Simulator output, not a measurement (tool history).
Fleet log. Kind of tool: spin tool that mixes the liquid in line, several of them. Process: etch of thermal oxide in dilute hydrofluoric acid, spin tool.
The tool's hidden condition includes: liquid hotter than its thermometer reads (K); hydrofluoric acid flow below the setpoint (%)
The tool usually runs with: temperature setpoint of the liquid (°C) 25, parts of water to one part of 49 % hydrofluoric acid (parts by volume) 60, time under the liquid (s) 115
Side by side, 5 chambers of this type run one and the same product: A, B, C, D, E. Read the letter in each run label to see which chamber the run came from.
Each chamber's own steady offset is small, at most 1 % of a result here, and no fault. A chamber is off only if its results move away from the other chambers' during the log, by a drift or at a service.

| run | hour | temperature setpoint of the liquid (°C) | parts of water to one part of 49 % hydrofluoric acid (parts by volume) | time under the liquid (s) | hours since the thermometer was replaced | hours since the hydrofluoric acid flow meter was replaced | read-back film thickness of the thermal oxide reference wafer, read on the same gauge (nm) | thickness taken off the thermal oxide on a monitor wafer (nm) |
|---|---|---|---|---|---|---|---|---|
| 1D | 5.1 | 25 | 60 | 115 | 888.3 | 2400.8 | 140.00 | 9.8932 |
| 2E | 8.8 | 25 | 60 | 115 | 1370.2 | 388.6 | 139.97 | 9.9564 |
| 3C | 12.8 | 25 | 60 | 115 | 28.8 | 795.3 | 139.98 | 10.0710 |
| 4B | 18.2 | 25 | 60 | 115 | 405.8 | 826.3 | 139.97 | 9.9430 |
| 5A | 21.8 | 25 | 40 | 145 | 1272.5 | 883.1 | 140.01 | 19.4610 |
| 6A | 25.6 | 25 | 40 | 145 | 1276.3 | 886.9 | 140.02 | 19.1060 |
| 7E | 29.2 | 25 | 40 | 145 | 1390.6 | 409.0 | 140.00 | 18.9340 |
| 8C | 33.4 | 25 | 40 | 145 | 49.4 | 815.9 | 140.03 | 19.4960 |
| 9B | 36.3 | 25 | 40 | 145 | 423.9 | 844.4 | 140.00 | 19.3660 |
| 10D | 42.6 | 25 | 60 | 115 | 925.8 | 2438.3 | 139.99 | 9.8323 |
| 11E | 48.8 | 25 | 60 | 115 | 1410.2 | 428.6 | 140.01 | 9.9385 |
| 12C | 52.3 | 22 | 60 | 80 | 68.3 | 834.8 | 139.97 | 6.1383 |
| 13A | 58.2 | 22 | 60 | 80 | 1308.9 | 919.5 | 140.00 | 6.1529 |
| 14B | 63.3 | 22 | 60 | 80 | 450.9 | 871.4 | 139.99 | 6.1014 |
| 15D | 66.4 | 22 | 60 | 80 | 949.6 | 2462.1 | 140.04 | 6.0792 |
| 16B | 70.4 | 22 | 60 | 80 | 458.0 | 878.5 | 140.01 | 6.1028 |
| 17C | 76.2 | 25 | 60 | 115 | 92.2 | 858.7 | 140.01 | 10.0210 |
| 18A | 79.9 | 25 | 60 | 115 | 1330.6 | 941.2 | 140.03 | 10.0680 |
| 19D | 85.5 | 25 | 60 | 115 | 968.7 | 2481.2 | 139.97 | 9.7796 |
| 20E | 88.8 | 25 | 60 | 115 | 1450.2 | 468.6 | 139.98 | 9.9359 |
| 21E | 91.8 | 25 | 60 | 115 | 1453.2 | 471.6 | 139.99 | 10.0270 |
| 22D | 96.8 | 25 | 60 | 115 | 980.0 | 2492.5 | 139.98 | 9.8983 |
| 23B | 100.3 | 25 | 60 | 115 | 487.9 | 908.4 | 139.97 | 9.9352 |
| 24C | 106.4 | 25 | 60 | 115 | 122.4 | 888.9 | 140.00 | 9.8861 |
| 25A | 111.4 | 25 | 60 | 115 | 1362.1 | 972.7 | 139.98 | 10.0320 |
| 26B | 115.7 | 25 | 60 | 115 | 503.3 | 923.8 | 140.01 | 9.8322 |
| 27D | 121.2 | 25 | 90 | 115 | 1004.4 | 2516.9 | 139.97 | 6.3177 |
| 28C | 126.7 | 25 | 90 | 115 | 142.7 | 909.2 | 140.00 | 6.4034 |
| 29A | 131.5 | 25 | 90 | 115 | 1382.2 | 992.8 | 140.02 | 6.4082 |
| 30E | 135.5 | 25 | 90 | 115 | 1496.9 | 515.3 | 140.03 | 6.6463 |
| 31C | 138.9 | 25 | 90 | 115 | 154.9 | 921.4 | 140.00 | 6.3932 |
| 32E | 144.2 | 25 | 60 | 115 | 1505.6 | 524.0 | 140.02 | 10.2610 |
| 33D | 147.6 | 25 | 60 | 115 | 1030.8 | 2543.3 | 140.00 | 9.8918 |
| 34A | 150.4 | 25 | 60 | 115 | 1401.1 | 1011.7 | 140.01 | 10.0710 |
| 35B | 155.9 | 25 | 60 | 115 | 543.5 | 964.0 | 140.04 | 9.9279 |
| 36A | 162.2 | 25 | 60 | 115 | 1412.9 | 1023.5 | 139.99 | 9.9251 |
| 37D | 166.3 | 25 | 60 | 115 | 1049.5 | 2562.0 | 140.00 | 9.8046 |

Is one chamber off against the others, does the gauge drift, or is nothing wrong? If a chamber is off, say which, and what the likeliest cause is.

It is chamber E that slowly wanders off from its peers.
Cause: liquid hotter than its thermometer reads (K) = 0.99.
With only this log, it may be confused with: hydrofluoric acid flow above the setpoint (%).

Here are 4 candidates for chamber E's next run, each the usual settings with a change, their results left as question marks. Which one brings its results back in line with what the others give on the usual settings?
In-line tolerance around the mean of the other chambers on the usual settings: thickness taken off the thermal oxide on a monitor wafer (nm) 0.2000
| 38E-1 | 170.8 | 23 | 60 | 115 |  |  |  | ? |
| 38E-2 | 170.8 | 25 | 60 | 110 |  |  |  | ? |
| 38E-3 | 170.8 | 27 | 60 | 115 |  |  |  | ? |
| 38E-4 | 170.8 | 25 | 60 | 120 |  |  |  | ? |

Other chambers, usual settings, mean: thickness taken off the thermal oxide on a monitor wafer (nm) 9.9470
| run | thickness taken off the thermal oxide on a monitor wafer (nm) |
|---|---|
| 38E-1 | 9.5307 |
| 38E-2 | 9.8774 |
| 38E-3 | 11.1740 |
| 38E-4 | 10.7750 |
38E-2 puts the chamber back in line with the other chambers.
